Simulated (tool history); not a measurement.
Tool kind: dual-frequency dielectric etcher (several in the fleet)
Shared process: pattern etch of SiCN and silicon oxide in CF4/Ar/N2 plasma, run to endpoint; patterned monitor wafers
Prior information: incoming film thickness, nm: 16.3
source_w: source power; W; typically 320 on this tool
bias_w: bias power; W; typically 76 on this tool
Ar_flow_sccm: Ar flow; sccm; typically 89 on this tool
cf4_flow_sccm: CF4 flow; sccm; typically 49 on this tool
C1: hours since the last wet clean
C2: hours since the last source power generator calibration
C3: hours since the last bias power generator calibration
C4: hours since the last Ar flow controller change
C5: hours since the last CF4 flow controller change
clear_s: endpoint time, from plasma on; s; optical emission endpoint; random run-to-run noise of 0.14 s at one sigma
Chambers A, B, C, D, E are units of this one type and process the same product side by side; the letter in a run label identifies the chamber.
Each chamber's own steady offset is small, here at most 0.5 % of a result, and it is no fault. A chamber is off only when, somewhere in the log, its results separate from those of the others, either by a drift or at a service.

Run 1D, hour 3.9: usual settings; C1 110.3; C2 2030.9; C3 2432.8; C4 2070.2; C5 245.6. Result: clear_s 25.983 s.
Run 2E, hour 7.7: usual settings; C1 293.1; C2 2266.7; C3 1192.8; C4 887.9; C5 2540.3. Result: clear_s 25.63 s.
Run 3A, hour 13.3: usual settings; C1 451.9; C2 4436; C3 498.5; C4 231.4; C5 1474.8. Result: clear_s 25.681 s.
Run 4C, hour 18: usual settings; C1 51.7; C2 493.7; C3 2222.2; C4 3318.7; C5 2343.9. Result: clear_s 25.825 s.
Run 5B, hour 21.3: usual settings; C1 269.2; C2 639.6; C3 2141.6; C4 3089.8; C5 1114.9. Result: clear_s 26.151 s.
Run 6A, hour 24.9: usual settings; C1 463.5; C2 4447.6; C3 510.1; C4 243; C5 1486.4. Result: clear_s 25.833 s.
At hour 28.6: chamber A: source power generator calibrated.
Run 7C, hour 29.7: usual settings; C1 63.4; C2 505.4; C3 2233.9; C4 3330.4; C5 2355.6. Result: clear_s 26.13 s.
Run 8B, hour 33.8: usual settings; C1 281.7; C2 652.1; C3 2154.1; C4 3102.3; C5 1127.4. Result: clear_s 25.945 s.
Run 9D, hour 36.7: usual settings; C1 143.1; C2 2063.7; C3 2465.6; C4 2103; C5 278.4. Result: clear_s 26.185 s.
Run 10E, hour 40.3: usual settings; C1 325.7; C2 2299.3; C3 1225.4; C4 920.5; C5 2572.9. Result: clear_s 25.887 s.
Run 11B, hour 45.5: usual settings; C1 293.4; C2 663.8; C3 2165.8; C4 3114; C5 1139.1. Result: clear_s 25.856 s.
Run 12C, hour 48.4: usual settings but source_w 380 W, bias_w 64 W; C1 82.1; C2 524.1; C3 2252.6; C4 3349.1; C5 2374.3. Result: clear_s 23.791 s.
Run 13A, hour 53.4: usual settings but source_w 380 W, bias_w 64 W; C1 492; C2 24.8; C3 538.6; C4 271.5; C5 1514.9. Result: clear_s 23.492 s.
Run 14E, hour 57.6: usual settings but source_w 380 W, bias_w 64 W; C1 343; C2 2316.6; C3 1242.7; C4 937.8; C5 2590.2. Result: clear_s 23.584 s.
Run 15D, hour 60.4: usual settings but source_w 380 W, bias_w 64 W; C1 166.8; C2 2087.4; C3 2489.3; C4 2126.7; C5 302.1. Result: clear_s 23.786 s.
Run 16B, hour 66: usual settings but source_w 380 W, bias_w 64 W; C1 313.9; C2 684.3; C3 2186.3; C4 3134.5; C5 1159.6. Result: clear_s 23.772 s.
At hour 68.9: chamber A: wet clean of the chamber.
Run 17E, hour 70.2: usual settings; C1 355.6; C2 2329.2; C3 1255.3; C4 950.4; C5 2602.8. Result: clear_s 25.687 s.
Run 18D, hour 74.3: usual settings; C1 180.7; C2 2101.3; C3 2503.2; C4 2140.6; C5 316. Result: clear_s 26.077 s.
Run 19A, hour 78.4: usual settings; C1 9.6; C2 49.8; C3 563.6; C4 296.5; C5 1539.9. Result: clear_s 26.99 s.
Run 20C, hour 82: usual settings; C1 115.7; C2 557.7; C3 2286.2; C4 3382.7; C5 2407.9. Result: clear_s 25.968 s.
Run 21C, hour 87.7: usual settings but source_w 370 W, cf4_flow_sccm 42 sccm; C1 121.4; C2 563.4; C3 2291.9; C4 3388.4; C5 2413.6. Result: clear_s 23.398 s.
Run 22E, hour 92.6: usual settings but source_w 370 W, cf4_flow_sccm 42 sccm; C1 378; C2 2351.6; C3 1277.7; C4 972.8; C5 2625.2. Result: clear_s 23.166 s.
Run 23B, hour 97.2: usual settings but source_w 370 W, cf4_flow_sccm 42 sccm; C1 345.1; C2 715.5; C3 2217.5; C4 3165.7; C5 1190.8. Result: clear_s 23.644 s.
Run 24D, hour 102.2: usual settings but source_w 370 W, cf4_flow_sccm 42 sccm; C1 208.6; C2 2129.2; C3 2531.1; C4 2168.5; C5 343.9. Result: clear_s 23.655 s.
Run 25A, hour 106.4: usual settings but source_w 370 W, cf4_flow_sccm 42 sccm; C1 37.6; C2 77.8; C3 591.6; C4 324.5; C5 1567.9. Result: clear_s 24.351 s.
Run 26B, hour 110.3: usual settings; C1 358.2; C2 728.6; C3 2230.6; C4 3178.8; C5 1203.9. Result: clear_s 25.767 s.
Run 27D, hour 114.5: usual settings; C1 220.9; C2 2141.5; C3 2543.4; C4 2180.8; C5 356.2. Result: clear_s 26.162 s.
Run 28E, hour 119.9: usual settings; C1 405.3; C2 2378.9; C3 1305; C4 1000.1; C5 2652.5. Result: clear_s 25.611 s.
Run 29A, hour 125.1: usual settings but cf4_flow_sccm 59 sccm; C1 56.3; C2 96.5; C3 610.3; C4 343.2; C5 1586.6. Result: clear_s 26.115 s.
Run 30C, hour 128.3: usual settings but cf4_flow_sccm 59 sccm; C1 162; C2 604; C3 2332.5; C4 3429; C5 2454.2. Result: clear_s 25.202 s.
Run 31D, hour 132.5: usual settings but cf4_flow_sccm 59 sccm; C1 238.9; C2 2159.5; C3 2561.4; C4 2198.8; C5 374.2. Result: clear_s 25.228 s.
Run 32C, hour 138: usual settings but cf4_flow_sccm 59 sccm; C1 171.7; C2 613.7; C3 2342.2; C4 3438.7; C5 2463.9. Result: clear_s 25.27 s.
Run 33B, hour 140.7: usual settings but cf4_flow_sccm 59 sccm; C1 388.6; C2 759; C3 2261; C4 3209.2; C5 1234.3. Result: clear_s 25.47 s.

Decide between three cases: one chamber stands off from its peers, the gauge reading all wafers drifts, or nothing is wrong past each chamber's small offset. Where a chamber is off, say which and what most likely put it there.

The work done on chamber A during a service left it standing apart from the others.
Most likely cause: etch rate under this chamber's usual, % = 4.55.

Chamber A could run next with any of the 4 candidate recipes listed below; each alters the usual settings, and their results appear as question marks. Which one brings its results back in line with what the other chambers deliver on the usual settings?
A result is in line if it is within this distance of the other chambers' mean on the usual settings: clear_s 0.5 s
Run 34A-1, hour 144.8: usual settings but Ar_flow_sccm 76 sccm, cf4_flow_sccm 56 sccm. Result: clear_s ?.
Run 34A-2, hour 144.8: usual settings but source_w 290 W. Result: clear_s ?.
Run 34A-3, hour 144.8: usual settings but Ar_flow_sccm 114 sccm. Result: clear_s ?.
Run 34A-4, hour 144.8: usual settings but source_w 350 W, bias_w 79 W, cf4_flow_sccm 50 sccm. Result: clear_s ?.

On the usual settings, the other chambers give on average: clear_s 25.955 s
  run  clear_s
34A-1   26.053
34A-2   29.597
34A-3   28.221
34A-4   24.718
34A-1 puts the chamber back in line with the other chambers.
